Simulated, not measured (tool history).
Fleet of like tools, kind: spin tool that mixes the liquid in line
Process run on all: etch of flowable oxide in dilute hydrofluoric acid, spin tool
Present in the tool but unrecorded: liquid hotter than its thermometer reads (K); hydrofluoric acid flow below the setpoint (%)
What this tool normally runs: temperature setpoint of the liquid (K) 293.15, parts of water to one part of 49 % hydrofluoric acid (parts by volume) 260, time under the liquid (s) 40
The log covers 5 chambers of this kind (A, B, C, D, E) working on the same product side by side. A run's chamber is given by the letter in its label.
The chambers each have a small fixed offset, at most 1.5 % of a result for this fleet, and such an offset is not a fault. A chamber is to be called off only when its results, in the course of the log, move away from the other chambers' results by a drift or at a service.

| run | hour | temperature setpoint of the liquid (K) | parts of water to one part of 49 % hydrofluoric acid (parts by volume) | time under the liquid (s) | hours since the thermometer was replaced | hours since the hydrofluoric acid flow meter was replaced | read-back film thickness of the flowable oxide reference wafer, read on the same gauge (nm) | thickness taken off the flowable oxide on a monitor wafer (nm) |
|---|---|---|---|---|---|---|---|---|
| 1D | 7.6 | 293.15 | 260 | 40 | 633.3 | 185.3 | 120.00 | 3.8851 |
| 2B | 16.2 | 293.15 | 260 | 40 | 494.9 | 623.0 | 120.00 | 3.8148 |
| 3E | 24.2 | 293.15 | 260 | 40 | 1311.3 | 460.1 | 119.99 | 3.8402 |
| 4A | 31.3 | 293.15 | 260 | 40 | 745.2 | 721.5 | 120.01 | 3.7882 |
| 5C | 38.9 | 290.65 | 260 | 50 | 126.6 | 801.3 | 120.00 | 4.3130 |
| 6B | 52.4 | 290.65 | 260 | 50 | 531.1 | 659.2 | 120.00 | 4.3456 |
| 7C | 61.0 | 290.65 | 260 | 50 | 148.7 | 823.4 | 120.02 | 4.3116 |
| 8A | 74.9 | 290.65 | 260 | 50 | 788.8 | 765.1 | 120.01 | 4.3276 |
| 9D | 90.5 | 290.65 | 260 | 50 | 716.2 | 268.2 | 120.02 | 4.4159 |
| 10E | 103.4 | 293.15 | 260 | 40 | 1390.5 | 539.3 | 119.99 | 3.8541 |
| 11A | 114.9 | 293.15 | 260 | 40 | 828.8 | 805.1 | 120.01 | 3.8706 |
| 12B | 128.2 | 293.15 | 260 | 40 | 606.9 | 735.0 | 120.00 | 3.8027 |
| 13C | 139.0 | 293.15 | 260 | 40 | 226.7 | 901.4 | 120.00 | 3.7981 |
| 14D | 153.2 | 293.15 | 260 | 40 | 778.9 | 330.9 | 120.02 | 3.8536 |
| 15E | 163.3 | 293.15 | 170 | 40 | 1450.4 | 599.2 | 120.00 | 6.4053 |
| 16A | 170.6 | 293.15 | 170 | 40 | 884.5 | 860.8 | 120.01 | 6.5914 |
| 17B | 179.0 | 293.15 | 170 | 40 | 657.7 | 785.8 | 120.00 | 6.4226 |
| 18E | 193.1 | 293.15 | 170 | 40 | 1480.2 | 629.0 | 119.98 | 6.4324 |
| 19C | 200.1 | 293.15 | 170 | 40 | 287.8 | 962.5 | 119.99 | 6.3747 |
| 20D | 207.0 | 293.15 | 260 | 40 | 832.7 | 384.7 | 119.99 | 3.8643 |
| 21D | 216.7 | 293.15 | 260 | 40 | 842.4 | 394.4 | 119.98 | 3.8388 |
| 22E | 225.7 | 293.15 | 260 | 40 | 1512.8 | 661.6 | 120.02 | 3.8254 |
| 23C | 235.2 | 293.15 | 260 | 40 | 322.9 | 997.6 | 120.00 | 3.8336 |
| 24A | 242.9 | 293.15 | 260 | 40 | 956.8 | 933.1 | 120.01 | 4.0422 |
| 25B | 250.1 | 293.15 | 260 | 40 | 728.8 | 856.9 | 119.99 | 3.8584 |
| 26E | 260.6 | 293.15 | 260 | 15 | 1547.7 | 696.5 | 120.01 | 1.4120 |
| 27B | 268.3 | 293.15 | 260 | 15 | 747.0 | 875.1 | 119.99 | 1.4361 |
| 28D | 281.2 | 293.15 | 260 | 15 | 906.9 | 458.9 | 120.01 | 1.4438 |
| 29A | 296.2 | 293.15 | 260 | 15 | 1010.1 | 986.4 | 120.00 | 1.5234 |
| 30C | 308.4 | 293.15 | 260 | 15 | 396.1 | 1070.8 | 120.01 | 1.4162 |
|  | 316.0 | chamber D: thermometer replaced |
| 31A | 323.4 | 290.15 | 345 | 40 | 1037.3 | 1013.6 | 120.00 | 2.5252 |
| 32C | 332.6 | 290.15 | 345 | 40 | 420.3 | 1095.0 | 119.99 | 2.3730 |
| 33D | 347.8 | 290.15 | 345 | 40 | 31.9 | 525.5 | 120.01 | 2.3802 |
| 34B | 357.7 | 290.15 | 345 | 40 | 836.4 | 964.5 | 119.99 | 2.3671 |

Read the log: is a single chamber off, either drifting away or since a service, is the gauge that measures every chamber drifting, or is nothing wrong beyond small per-chamber offsets? Name any odd chamber and what most likely caused it.

One chamber, A, drifts off from the rest bit by bit.
Likeliest cause: liquid hotter than its thermometer reads (K) = 2.35.
It could be hard to tell apart here from: hydrofluoric acid flow above the setpoint (%).

Chamber A could run next with any of the 4 candidate recipes listed below; each alters the usual settings, and their results appear as question marks. Which one brings its results back in line with what the other chambers deliver on the usual settings?
In line here means within this much of the mean the other chambers give on the usual settings: thickness taken off the flowable oxide on a monitor wafer (nm) 0.0990
| 35A-1 | 369.1 | 292.65 | 260 | 35 |  |  |  | ? |
| 35A-2 | 369.1 | 291.15 | 260 | 40 |  |  |  | ? |
| 35A-3 | 369.1 | 295.15 | 260 | 40 |  |  |  | ? |
| 35A-4 | 369.1 | 293.15 | 230 | 40 |  |  |  | ? |

Mean of the other chambers on the usual settings: thickness taken off the flowable oxide on a monitor wafer (nm) 3.8314
| run | thickness taken off the flowable oxide on a monitor wafer (nm) |
|---|---|
| 35A-1 | 3.5615 |
| 35A-2 | 3.8488 |
| 35A-3 | 4.4594 |
| 35A-4 | 4.8247 |
It is 35A-2 that realigns the chamber with its peers.
